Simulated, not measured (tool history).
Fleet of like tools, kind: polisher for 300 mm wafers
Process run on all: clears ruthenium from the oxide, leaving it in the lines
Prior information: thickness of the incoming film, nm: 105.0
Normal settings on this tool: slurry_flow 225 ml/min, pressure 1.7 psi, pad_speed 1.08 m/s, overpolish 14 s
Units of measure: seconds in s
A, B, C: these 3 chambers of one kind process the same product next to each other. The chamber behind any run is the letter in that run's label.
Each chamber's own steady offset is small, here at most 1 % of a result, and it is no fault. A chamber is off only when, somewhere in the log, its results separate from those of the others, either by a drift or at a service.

run	hour	slurry_flow	pressure	pad_speed	overpolish	seconds
1C	13.2	225	1.7	1.08	14	107.6
# hour 19: chamber C: slurry nozzle cleaned
2A	21.4	225	1.7	1.08	14	106.77
# hour 24.1: chamber A: worn pad replaced by a new one
3B	36.5	225	1.7	1.08	14	105.5
4B	49.7	225	1.7	1.08	14	107.71
# hour 52.9: chamber B: worn pad replaced by a new one
5C	58.7	225	1.2	1.08	6	152.24
# hour 66.7: chamber C: worn pad replaced by a new one
6A	66.9	225	1.2	1.08	6	151.45
# hour 76.5: chamber B: head pressure recalibrated
7A	80.7	225	1.2	1.08	6	150.97
8C	96.3	225	1.7	1.08	14	108.85
9B	106	225	1.7	1.08	14	108.83
10A	120	225	1.7	1.08	14	104.95
# hour 127.3: chamber A: worn pad replaced by a new one
11B	132.7	170	1.7	1.08	14	109.13
12C	140.3	170	1.7	1.08	14	110.52
# hour 150.6: chamber B: slurry nozzle cleaned
13A	150.8	170	1.7	1.08	14	109.64
14C	161.3	225	1.7	1.08	14	106.05
# hour 166.2: chamber C: worn pad replaced by a new one
15B	171.2	225	1.7	1.08	14	105.64
16C	178.5	160	1.7	1.08	19	111.2
# hour 191.7: chamber A: head pressure recalibrated
17B	192.6	160	1.7	1.08	19	111.8
# hour 197: chamber A: slurry nozzle cleaned
# hour 198.8: chamber B: worn pad replaced by a new one
18A	206.8	160	1.7	1.08	19	111.95
19C	216.5	225	1.7	1.08	14	105.53
# hour 225: chamber A: worn pad replaced by a new one
20B	230	170	1.7	1.08	14	109.8
21A	243.3	170	1.7	1.08	14	109.76
22A	256	170	1.7	1.08	14	110.51
# hour 260.7: chamber C: worn pad replaced by a new one
23C	266.9	225	1.7	1.08	14	108.67
24B	275	225	1.7	1.08	14	105.13
25A	283.1	225	1.7	1.08	14	106.88
26C	294.1	225	1.7	1.08	14	105
# hour 305.7: chamber A: worn pad replaced by a new one
27B	308	225	1.7	1.08	14	104.44
28A	319.3	225	1.7	1.08	14	108.59
29B	328.4	225	1.7	1.08	14	105.17
30C	336.5	225	1.7	1.08	14	106.96
# hour 338.8: chamber B: worn pad replaced by a new one
31A	348	270	1.7	1.08	18	104.78
# hour 356.2: chamber C: head pressure recalibrated
32C	361.4	270	1.7	1.08	18	103.45
# hour 367.2: chamber C: worn pad replaced by a new one
33B	376.3	270	1.7	1.08	18	104.54
# hour 390.3: chamber B: slurry nozzle cleaned
34B	391	225	1.7	1.08	14	106.64
35A	398.3	225	1.7	1.08	14	108.83
36C	406.3	225	1.7	1.08	14	105.07
# hour 407.3: chamber A: worn pad replaced by a new one
37A	420.8	225	1.7	1.08	14	105.68
38C	437.3	225	1.7	1.08	14	107.12
39B	453.2	225	1.7	1.08	14	105.3
40A	463.8	225	1.7	1.08	14	105.13

Decide between three cases: one chamber stands off from its peers, the gauge reading all wafers drifts, or nothing is wrong past each chamber's small offset. Where a chamber is off, say which and what most likely put it there.

Nothing is wrong: each chamber keeps only its own small, steady offset and the gauge holds still.
